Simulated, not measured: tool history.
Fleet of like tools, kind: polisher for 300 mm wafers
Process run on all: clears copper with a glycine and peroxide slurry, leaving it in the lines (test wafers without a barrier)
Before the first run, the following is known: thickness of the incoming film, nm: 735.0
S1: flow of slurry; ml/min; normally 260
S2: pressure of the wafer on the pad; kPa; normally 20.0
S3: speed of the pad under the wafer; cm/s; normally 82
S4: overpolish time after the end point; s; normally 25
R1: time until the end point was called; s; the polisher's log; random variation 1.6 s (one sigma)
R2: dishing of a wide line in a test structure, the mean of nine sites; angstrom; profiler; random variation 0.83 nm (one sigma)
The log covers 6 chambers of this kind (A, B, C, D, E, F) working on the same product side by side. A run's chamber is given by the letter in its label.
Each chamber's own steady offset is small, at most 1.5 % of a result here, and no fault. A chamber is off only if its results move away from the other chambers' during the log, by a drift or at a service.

run,hour,S1,S2,S3,S4,R1,R2
1E,4.2,260,20.0,82,25,178.82,434.99
2B,9.4,260,20.0,82,25,179.26,437.49
3F,13.6,260,20.0,82,25,180.27,423.47
# hour 15.2: chamber B: head pressure recalibrated
4A,19.0,260,20.0,82,25,178.61,418.45
5C,23.0,260,20.0,82,25,178.98,421.41
6D,27.5,260,20.0,82,25,177.80,432.99
# hour 29.2: chamber F: worn pad replaced by a new one
7B,30.3,260,13.8,82,32,242.99,411.98
8F,34.2,260,13.8,82,32,236.36,421.94
9C,37.1,260,13.8,82,32,237.28,419.04
# hour 39.7: chamber B: worn pad replaced by a new one
10D,40.4,260,13.8,82,32,244.80,429.07
# hour 42.8: chamber A: head pressure recalibrated
# hour 44.2: chamber D: head pressure recalibrated
11A,46.0,260,13.8,82,32,238.25,412.27
12E,49.6,260,13.8,82,32,239.27,432.23
13A,55.6,260,20.0,82,25,177.42,437.35
# hour 58.5: chamber A: worn pad replaced by a new one
14B,61.7,260,20.0,82,25,179.81,432.12
15C,66.2,260,20.0,82,25,179.67,424.60
16F,70.7,260,14.5,82,25,231.75,378.91
17E,74.5,260,14.5,82,25,231.18,386.78
18D,77.9,260,14.5,82,25,227.90,380.53
19C,81.2,260,14.5,82,25,235.87,363.09
20B,85.3,260,14.5,82,25,233.08,370.21
21F,89.7,260,14.5,82,25,229.98,383.20
22E,94.6,260,20.0,82,25,179.80,421.60
# hour 96.1: chamber B: worn pad replaced by a new one
23A,98.4,260,20.0,82,25,177.33,436.98
# hour 98.6: chamber F: worn pad replaced by a new one
24D,103.0,260,20.0,82,25,181.07,435.45
# hour 103.8: chamber D: worn pad replaced by a new one
25A,106.7,260,20.0,82,25,180.04,429.48
26E,112.8,325,20.0,66,25,209.85,405.57
27C,116.9,325,20.0,66,25,215.85,395.34
# hour 119.6: chamber E: worn pad replaced by a new one
28F,121.6,325,20.0,66,25,208.82,393.16
29B,125.7,325,20.0,66,25,212.09,407.70
30D,128.4,325,20.0,66,25,206.44,403.63
31F,131.2,325,20.0,66,25,206.94,382.60
32C,137.0,260,20.0,82,25,192.32,413.51
33D,140.6,260,20.0,82,19,180.46,368.15
# hour 144.6: chamber A: worn pad replaced by a new one
34B,146.1,260,20.0,82,19,182.48,369.26
35A,151.2,260,20.0,82,19,180.09,364.45
36E,156.6,260,20.0,82,19,178.41,374.08
37E,162.7,260,20.0,82,19,178.29,374.50

One chamber off, gauge drift, or nothing amiss beyond the chambers' own small offsets? If it is a chamber, which one, and what is the likeliest cause?

One chamber, C, drifts off from the rest bit by bit.
Likeliest cause: removal rate lost through wear of the pad, % = 9.75.
Not necessarily distinguishable in this log from: head's pressure below its setpoint, %.

Here are 4 candidates for chamber C's next run, each the usual settings with a change, their results left as question marks. Which one brings its results back in line with what the others give on the usual settings?
A result is in line if it is within this distance of the other chambers' mean on the usual settings: R1 5.50 s; R2 29.00 angstrom
38C-1,167.2,260,19.3,80,25,?,?
38C-2,167.2,260,21.4,86,25,?,?
38C-3,167.2,260,20.7,84,25,?,?
38C-4,167.2,260,18.6,78,25,?,?

Other chambers, usual settings, mean: R1 179.91 s; R2 424.84 angstrom
run,R1,R2
38C-1,208.67,401.47
38C-2,181.30,425.38
38C-3,189.83,417.77
38C-4,219.07,392.80
The answer is 38C-2, which returns the chamber to within the allowed miss of the others.

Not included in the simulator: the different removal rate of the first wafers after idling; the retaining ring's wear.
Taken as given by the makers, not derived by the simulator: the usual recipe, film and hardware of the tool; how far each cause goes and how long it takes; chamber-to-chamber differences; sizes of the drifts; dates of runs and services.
